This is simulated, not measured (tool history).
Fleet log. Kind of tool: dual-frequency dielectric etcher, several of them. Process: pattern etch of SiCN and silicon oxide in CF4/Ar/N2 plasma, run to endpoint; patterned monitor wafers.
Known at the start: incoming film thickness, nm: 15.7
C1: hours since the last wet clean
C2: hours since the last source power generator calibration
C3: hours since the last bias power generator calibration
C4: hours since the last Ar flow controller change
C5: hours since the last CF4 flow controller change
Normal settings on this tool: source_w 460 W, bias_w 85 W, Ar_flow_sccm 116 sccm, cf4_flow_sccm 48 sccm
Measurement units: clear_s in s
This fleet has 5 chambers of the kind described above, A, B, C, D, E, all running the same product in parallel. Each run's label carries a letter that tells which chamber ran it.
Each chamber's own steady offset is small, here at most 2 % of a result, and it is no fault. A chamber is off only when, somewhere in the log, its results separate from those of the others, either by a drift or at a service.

{"run": "1A", "hour": 6.6, "source_w": 460, "bias_w": 85, "Ar_flow_sccm": 116, "cf4_flow_sccm": 48, "C1": 362.7, "C2": 570.0, "C3": 868.3, "C4": 704.1, "C5": 487.1, "clear_s": 18.242}
{"run": "2E", "hour": 13.6, "source_w": 460, "bias_w": 85, "Ar_flow_sccm": 116, "cf4_flow_sccm": 48, "C1": 271.1, "C2": 1038.4, "C3": 1630.7, "C4": 1377.1, "C5": 274.4, "clear_s": 18.213}
{"run": "3D", "hour": 17.1, "source_w": 460, "bias_w": 85, "Ar_flow_sccm": 116, "cf4_flow_sccm": 48, "C1": 269.6, "C2": 984.9, "C3": 1591.5, "C4": 111.1, "C5": 2026.3, "clear_s": 18.205}
{"run": "4C", "hour": 21.6, "source_w": 460, "bias_w": 85, "Ar_flow_sccm": 116, "cf4_flow_sccm": 48, "C1": 70.7, "C2": 2803.5, "C3": 507.5, "C4": 539.4, "C5": 763.6, "clear_s": 18.203}
{"run": "5B", "hour": 26.5, "source_w": 520, "bias_w": 85, "Ar_flow_sccm": 116, "cf4_flow_sccm": 48, "C1": 190.9, "C2": 1639.8, "C3": 1754.7, "C4": 4286.7, "C5": 2379.6, "clear_s": 16.485}
{"run": "6A", "hour": 33.8, "source_w": 520, "bias_w": 85, "Ar_flow_sccm": 116, "cf4_flow_sccm": 48, "C1": 389.9, "C2": 597.2, "C3": 895.5, "C4": 731.3, "C5": 514.3, "clear_s": 16.281}
{"run": "7C", "hour": 37.3, "source_w": 520, "bias_w": 85, "Ar_flow_sccm": 116, "cf4_flow_sccm": 48, "C1": 86.4, "C2": 2819.2, "C3": 523.2, "C4": 555.1, "C5": 779.3, "clear_s": 16.362}
{"run": "8D", "hour": 43.1, "source_w": 520, "bias_w": 85, "Ar_flow_sccm": 116, "cf4_flow_sccm": 48, "C1": 295.6, "C2": 1010.9, "C3": 1617.5, "C4": 137.1, "C5": 2052.3, "clear_s": 16.171}
{"run": "9B", "hour": 48.2, "source_w": 520, "bias_w": 85, "Ar_flow_sccm": 116, "cf4_flow_sccm": 48, "C1": 212.6, "C2": 1661.5, "C3": 1776.4, "C4": 4308.4, "C5": 2401.3, "clear_s": 16.487}
{"hour": 50.7, "done": "chamber A: wet clean of the chamber"}
{"run": "10E", "hour": 53.9, "source_w": 460, "bias_w": 85, "Ar_flow_sccm": 116, "cf4_flow_sccm": 48, "C1": 311.4, "C2": 1078.7, "C3": 1671.0, "C4": 1417.4, "C5": 314.7, "clear_s": 18.139}
{"run": "11A", "hour": 58.6, "source_w": 460, "bias_w": 85, "Ar_flow_sccm": 116, "cf4_flow_sccm": 48, "C1": 7.9, "C2": 622.0, "C3": 920.3, "C4": 756.1, "C5": 539.1, "clear_s": 18.167}
{"run": "12D", "hour": 63.2, "source_w": 460, "bias_w": 85, "Ar_flow_sccm": 116, "cf4_flow_sccm": 48, "C1": 315.7, "C2": 1031.0, "C3": 1637.6, "C4": 157.2, "C5": 2072.4, "clear_s": 18.002}
{"run": "13E", "hour": 69.7, "source_w": 460, "bias_w": 85, "Ar_flow_sccm": 116, "cf4_flow_sccm": 48, "C1": 327.2, "C2": 1094.5, "C3": 1686.8, "C4": 1433.2, "C5": 330.5, "clear_s": 18.392}
{"run": "14B", "hour": 73.4, "source_w": 400, "bias_w": 85, "Ar_flow_sccm": 116, "cf4_flow_sccm": 48, "C1": 237.8, "C2": 1686.7, "C3": 1801.6, "C4": 4333.6, "C5": 2426.5, "clear_s": 20.541}
{"run": "15C", "hour": 78.9, "source_w": 400, "bias_w": 85, "Ar_flow_sccm": 116, "cf4_flow_sccm": 48, "C1": 128.0, "C2": 2860.8, "C3": 564.8, "C4": 596.7, "C5": 820.9, "clear_s": 20.502}
{"run": "16C", "hour": 83.6, "source_w": 400, "bias_w": 85, "Ar_flow_sccm": 116, "cf4_flow_sccm": 48, "C1": 132.7, "C2": 2865.5, "C3": 569.5, "C4": 601.4, "C5": 825.6, "clear_s": 20.519}
{"run": "17E", "hour": 88.7, "source_w": 400, "bias_w": 85, "Ar_flow_sccm": 116, "cf4_flow_sccm": 48, "C1": 346.2, "C2": 1113.5, "C3": 1705.8, "C4": 1452.2, "C5": 349.5, "clear_s": 20.724}
{"run": "18B", "hour": 92.9, "source_w": 400, "bias_w": 85, "Ar_flow_sccm": 116, "cf4_flow_sccm": 48, "C1": 257.3, "C2": 1706.2, "C3": 1821.1, "C4": 4353.1, "C5": 2446.0, "clear_s": 20.69}
{"run": "19A", "hour": 96.4, "source_w": 390, "bias_w": 97, "Ar_flow_sccm": 116, "cf4_flow_sccm": 48, "C1": 45.7, "C2": 659.8, "C3": 958.1, "C4": 793.9, "C5": 576.9, "clear_s": 20.26}
{"run": "20D", "hour": 100.6, "source_w": 390, "bias_w": 97, "Ar_flow_sccm": 116, "cf4_flow_sccm": 48, "C1": 353.1, "C2": 1068.4, "C3": 1675.0, "C4": 194.6, "C5": 2109.8, "clear_s": 19.759}
{"run": "21A", "hour": 106.5, "source_w": 390, "bias_w": 97, "Ar_flow_sccm": 116, "cf4_flow_sccm": 48, "C1": 55.8, "C2": 669.9, "C3": 968.2, "C4": 804.0, "C5": 587.0, "clear_s": 20.273}
{"run": "22C", "hour": 111.8, "source_w": 390, "bias_w": 97, "Ar_flow_sccm": 116, "cf4_flow_sccm": 48, "C1": 160.9, "C2": 2893.7, "C3": 597.7, "C4": 629.6, "C5": 853.8, "clear_s": 20.05}
{"run": "23D", "hour": 116.2, "source_w": 390, "bias_w": 97, "Ar_flow_sccm": 116, "cf4_flow_sccm": 48, "C1": 368.7, "C2": 1084.0, "C3": 1690.6, "C4": 210.2, "C5": 2125.4, "clear_s": 19.794}
{"run": "24E", "hour": 123.5, "source_w": 460, "bias_w": 85, "Ar_flow_sccm": 116, "cf4_flow_sccm": 48, "C1": 381.0, "C2": 1148.3, "C3": 1740.6, "C4": 1487.0, "C5": 384.3, "clear_s": 18.318}
{"run": "25B", "hour": 128.8, "source_w": 460, "bias_w": 85, "Ar_flow_sccm": 116, "cf4_flow_sccm": 48, "C1": 293.2, "C2": 1742.1, "C3": 1857.0, "C4": 4389.0, "C5": 2481.9, "clear_s": 18.436}
{"run": "26E", "hour": 136.3, "source_w": 460, "bias_w": 85, "Ar_flow_sccm": 116, "cf4_flow_sccm": 48, "C1": 393.8, "C2": 1161.1, "C3": 1753.4, "C4": 1499.8, "C5": 397.1, "clear_s": 18.253}
{"run": "27B", "hour": 140.9, "source_w": 460, "bias_w": 85, "Ar_flow_sccm": 116, "cf4_flow_sccm": 48, "C1": 305.3, "C2": 1754.2, "C3": 1869.1, "C4": 4401.1, "C5": 2494.0, "clear_s": 18.422}
{"run": "28D", "hour": 145.9, "source_w": 460, "bias_w": 85, "Ar_flow_sccm": 116, "cf4_flow_sccm": 48, "C1": 398.4, "C2": 1113.7, "C3": 1720.3, "C4": 239.9, "C5": 2155.1, "clear_s": 18.002}
{"run": "29A", "hour": 150.6, "source_w": 460, "bias_w": 85, "Ar_flow_sccm": 116, "cf4_flow_sccm": 48, "C1": 99.9, "C2": 714.0, "C3": 1012.3, "C4": 848.1, "C5": 631.1, "clear_s": 18.552}
{"run": "30C", "hour": 155.2, "source_w": 460, "bias_w": 85, "Ar_flow_sccm": 116, "cf4_flow_sccm": 48, "C1": 204.3, "C2": 2937.1, "C3": 641.1, "C4": 673.0, "C5": 897.2, "clear_s": 18.258}
{"run": "31D", "hour": 162.3, "source_w": 460, "bias_w": 85, "Ar_flow_sccm": 116, "cf4_flow_sccm": 48, "C1": 414.8, "C2": 1130.1, "C3": 1736.7, "C4": 256.3, "C5": 2171.5, "clear_s": 18.012}
{"run": "32C", "hour": 166.5, "source_w": 460, "bias_w": 85, "Ar_flow_sccm": 116, "cf4_flow_sccm": 48, "C1": 215.6, "C2": 2948.4, "C3": 652.4, "C4": 684.3, "C5": 908.5, "clear_s": 18.205}
{"run": "33A", "hour": 173.9, "source_w": 460, "bias_w": 85, "Ar_flow_sccm": 116, "cf4_flow_sccm": 48, "C1": 123.2, "C2": 737.3, "C3": 1035.6, "C4": 871.4, "C5": 654.4, "clear_s": 18.795}
{"run": "34E", "hour": 178.2, "source_w": 460, "bias_w": 85, "Ar_flow_sccm": 116, "cf4_flow_sccm": 48, "C1": 435.7, "C2": 1203.0, "C3": 1795.3, "C4": 1541.7, "C5": 439.0, "clear_s": 18.342}
{"run": "35B", "hour": 183.0, "source_w": 460, "bias_w": 85, "Ar_flow_sccm": 116, "cf4_flow_sccm": 48, "C1": 347.4, "C2": 1796.3, "C3": 1911.2, "C4": 4443.2, "C5": 2536.1, "clear_s": 18.442}
{"run": "36B", "hour": 190.5, "source_w": 460, "bias_w": 85, "Ar_flow_sccm": 116, "cf4_flow_sccm": 48, "C1": 354.9, "C2": 1803.8, "C3": 1918.7, "C4": 4450.7, "C5": 2543.6, "clear_s": 18.245}

All chambers now run identical settings, listed one chamber a line with results as question marks. What results will each chamber show?
{"run": "37A", "hour": 195.9, "source_w": 460, "bias_w": 85, "Ar_flow_sccm": 116, "cf4_flow_sccm": 54, "clear_s": "?"}
{"run": "37B", "hour": 195.9, "source_w": 460, "bias_w": 85, "Ar_flow_sccm": 116, "cf4_flow_sccm": 54, "clear_s": "?"}
{"run": "37C", "hour": 195.9, "source_w": 460, "bias_w": 85, "Ar_flow_sccm": 116, "cf4_flow_sccm": 54, "clear_s": "?"}
{"run": "37D", "hour": 195.9, "source_w": 460, "bias_w": 85, "Ar_flow_sccm": 116, "cf4_flow_sccm": 54, "clear_s": "?"}
{"run": "37E", "hour": 195.9, "source_w": 460, "bias_w": 85, "Ar_flow_sccm": 116, "cf4_flow_sccm": 54, "clear_s": "?"}

run=37A clear_s=18.255
run=37B clear_s=17.914
run=37C clear_s=17.937
run=37D clear_s=17.818
run=37E clear_s=18.011
